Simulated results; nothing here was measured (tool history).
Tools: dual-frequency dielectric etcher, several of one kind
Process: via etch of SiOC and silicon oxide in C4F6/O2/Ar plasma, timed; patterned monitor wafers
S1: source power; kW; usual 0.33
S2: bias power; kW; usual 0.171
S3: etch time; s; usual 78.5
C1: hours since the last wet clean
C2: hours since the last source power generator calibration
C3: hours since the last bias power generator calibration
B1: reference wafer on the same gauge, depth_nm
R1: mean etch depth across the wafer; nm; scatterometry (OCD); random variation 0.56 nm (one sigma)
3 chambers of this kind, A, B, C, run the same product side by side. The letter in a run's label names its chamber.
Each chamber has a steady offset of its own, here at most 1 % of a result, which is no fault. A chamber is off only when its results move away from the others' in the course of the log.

run    day    S1     S2     S3     C1      C2      C3      B1      R1
 1A  0.296  0.33  0.171   78.5  160.1  1640.6  2215.3  84.909  80.108
 2B  0.575  0.33  0.171   78.5  415.8   966.6   400.5  84.799  81.376
 3C  0.875  0.33  0.171   78.5  481.2    1325  1115.1   84.96  81.752
 4C   1.15  0.33  0.171   78.5  487.8  1331.6  1121.7  84.889  81.586
 5B  1.375  0.33  0.171   78.5    435   985.8   419.7  84.971  80.559
 6A  1.683  0.33  0.171   78.5  193.4  1673.9  2248.6   84.91  80.045
 7C  2.004  0.33  0.171   78.5  508.3  1352.1  1142.2  85.022  79.566
 8B  2.179  0.33  0.171   78.5  454.3  1005.1     439  84.962  81.834
 9A  2.438  0.33  0.171   78.5  211.5    1692  2266.7  84.782  80.425
10B  2.758  0.29  0.171   78.5  468.2    1019   452.9   84.72  76.095
11C  3.033  0.29  0.171   78.5    533  1376.8  1166.9  84.887  76.635
12A  3.292  0.29  0.171   78.5    232  1712.5  2287.2  84.883  77.646
13A  3.617  0.33  0.171   78.5  239.8  1720.3    2295   84.91  79.633
14C  3.767  0.33  0.171   78.5  550.6  1394.4  1184.5  84.767   81.07
15B  3.929  0.33  0.171   78.5  496.3  1047.1     481  84.916  80.934
16C  4.162  0.33  0.171   78.5  560.1  1403.9    1194  84.863  81.503
17A  4.408  0.28  0.171   90.5  258.8  1739.3    2314  84.913    86.5
18B  4.708  0.28  0.171   90.5    515  1065.8   499.7   84.94  88.705
19B  4.912  0.28  0.171   90.5  519.9  1070.7   504.6  84.832  88.701
20C   5.15  0.33  0.171   78.5  583.8  1427.6  1217.7   84.91  81.071
21A  5.412  0.33  0.171   78.5  282.9  1763.4  2338.1  84.884  80.676
22B  5.612  0.33  0.136  100.5  536.7  1087.5   521.4  84.674  96.408
       5.8  -- chamber C: wet clean of the chamber
23A  5.812  0.33  0.136  100.5  292.5    1773  2347.7  84.847  95.004
24C  5.996  0.33  0.136  100.5    4.8  1447.9    1238   84.93  96.412
25A   6.25  0.33  0.171   78.5    303  1783.5  2358.2  84.855  79.544
26C  6.467   0.4  0.157   78.5   16.1  1459.2  1249.3  84.853  85.268
27B  6.742   0.4  0.157   78.5  563.8  1114.6   548.5  84.958  85.549
28A  7.008   0.4  0.157   78.5  321.2  1801.7  2376.4  84.793  83.504
29C  7.229  0.33  0.171   78.5   34.4  1477.5  1267.6  85.044  81.615
30B    7.4  0.33  0.171   78.5  579.6  1130.4   564.3  84.844  81.072

All 3 chambers run these settings next. Forecast each chamber's results:
31A  7.642  0.33  0.14  78.5                   ?
31B  7.642  0.33  0.14  78.5                   ?
31C  7.642  0.33  0.14  78.5                   ?

run      R1
31A  75.992
31B  76.478
31C  75.053

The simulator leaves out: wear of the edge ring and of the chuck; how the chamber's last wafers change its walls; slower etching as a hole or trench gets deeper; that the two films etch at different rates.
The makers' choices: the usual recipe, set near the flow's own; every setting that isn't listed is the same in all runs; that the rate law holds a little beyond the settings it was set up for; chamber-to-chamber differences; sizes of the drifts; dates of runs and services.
